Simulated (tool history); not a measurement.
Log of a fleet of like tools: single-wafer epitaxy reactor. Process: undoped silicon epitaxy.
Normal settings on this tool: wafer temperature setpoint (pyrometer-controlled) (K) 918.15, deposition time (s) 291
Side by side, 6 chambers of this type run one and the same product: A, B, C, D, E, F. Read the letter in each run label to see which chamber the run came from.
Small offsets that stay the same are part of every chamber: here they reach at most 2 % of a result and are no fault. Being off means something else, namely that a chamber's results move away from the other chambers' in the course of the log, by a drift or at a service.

| run | hour | wafer temperature setpoint (pyrometer-controlled) (K) | deposition time (s) | read-back reference wafer on the same gauge, thickness_nm | mean film thickness on the monitor wafer (angstrom) |
|---|---|---|---|---|---|
| 1D | 3.5 | 918.15 | 291 | 43.438 | 439.6 |
| 2A | 7.1 | 918.15 | 291 | 43.524 | 433.86 |
| 3E | 10.5 | 918.15 | 291 | 43.467 | 433.88 |
| 4F | 16.1 | 918.15 | 291 | 43.502 | 439.75 |
| 5B | 22.9 | 918.15 | 291 | 43.537 | 434.3 |
| 6C | 28.5 | 918.15 | 291 | 43.492 | 435.4 |
| 7F | 31.9 | 918.15 | 291 | 43.493 | 437.44 |
| 8C | 36.2 | 918.15 | 291 | 43.484 | 441.29 |
| 9E | 40 | 918.15 | 291 | 43.531 | 433.1 |
| 10A | 47.1 | 918.15 | 291 | 43.46 | 429.7 |
| 11D | 51.3 | 918.15 | 291 | 43.423 | 434.5 |
| 12B | 54.8 | 918.15 | 291 | 43.499 | 440.7 |
| 13D | 59.4 | 918.15 | 291 | 43.512 | 440.59 |
| 14A | 63.7 | 929.15 | 291 | 43.518 | 541.74 |
| 15E | 67.3 | 929.15 | 291 | 43.567 | 551.8 |
| 16C | 72 | 929.15 | 291 | 43.487 | 556.16 |
| 17F | 78.1 | 929.15 | 291 | 43.465 | 564.89 |
| 18B | 82.2 | 929.15 | 291 | 43.51 | 559.12 |
| 19F | 87.1 | 929.15 | 291 | 43.487 | 559.01 |
| 20D | 93.2 | 918.15 | 291 | 43.512 | 442.44 |
| 21A | 100 | 918.15 | 291 | 43.597 | 430.43 |
| 22B | 104.6 | 918.15 | 291 | 43.572 | 439.83 |
| 23C | 109.5 | 918.15 | 291 | 43.486 | 442.4 |
| 24E | 116.2 | 918.15 | 334 | 43.435 | 501.39 |
| 25A | 119.5 | 918.15 | 334 | 43.462 | 494.52 |
| 26B | 125.4 | 918.15 | 334 | 43.492 | 501.45 |
| 27D | 132.3 | 918.15 | 334 | 43.498 | 501.56 |
| 28E | 135.4 | 918.15 | 334 | 43.487 | 502.1 |
| 29C | 141.3 | 918.15 | 334 | 43.504 | 503.94 |
| 30F | 144.8 | 918.15 | 291 | 43.474 | 442.37 |
| 31D | 148.9 | 918.15 | 291 | 43.498 | 442.36 |
| 32C | 155.3 | 929.15 | 291 | 43.501 | 557.3 |
| 33B | 160.4 | 929.15 | 291 | 43.521 | 557.19 |
| 34F | 167.1 | 929.15 | 291 | 43.512 | 556.67 |
| 35E | 170.6 | 929.15 | 291 | 43.549 | 549.55 |
| 36A | 176.6 | 929.15 | 291 | 43.501 | 540.2 |
| 37A | 182.9 | 929.15 | 291 | 43.471 | 545 |
| 38E | 187.9 | 918.15 | 291 | 43.555 | 440.26 |
| 39C | 192.7 | 918.15 | 291 | 43.506 | 442.57 |
| 40D | 199.1 | 911.15 | 334 | 43.505 | 430.54 |
| 41F | 203 | 911.15 | 334 | 43.535 | 424.79 |
| 42B | 208.5 | 911.15 | 334 | 43.49 | 427.89 |
| 43E | 213.2 | 911.15 | 334 | 43.524 | 424.35 |
| 44D | 220.1 | 911.15 | 334 | 43.484 | 427.88 |

Predict what each chamber gives when all 6 of them run the settings below next.
| 45A | 225.2 | 918.15 | 291 |  | ? |
| 45B | 225.2 | 918.15 | 291 |  | ? |
| 45C | 225.2 | 918.15 | 291 |  | ? |
| 45D | 225.2 | 918.15 | 291 |  | ? |
| 45E | 225.2 | 918.15 | 291 |  | ? |
| 45F | 225.2 | 918.15 | 291 |  | ? |

| run | mean film thickness on the monitor wafer (angstrom) |
|---|---|
| 45A | 425.78 |
| 45B | 440.44 |
| 45C | 436.65 |
| 45D | 441.77 |
| 45E | 433.73 |
| 45F | 439.68 |
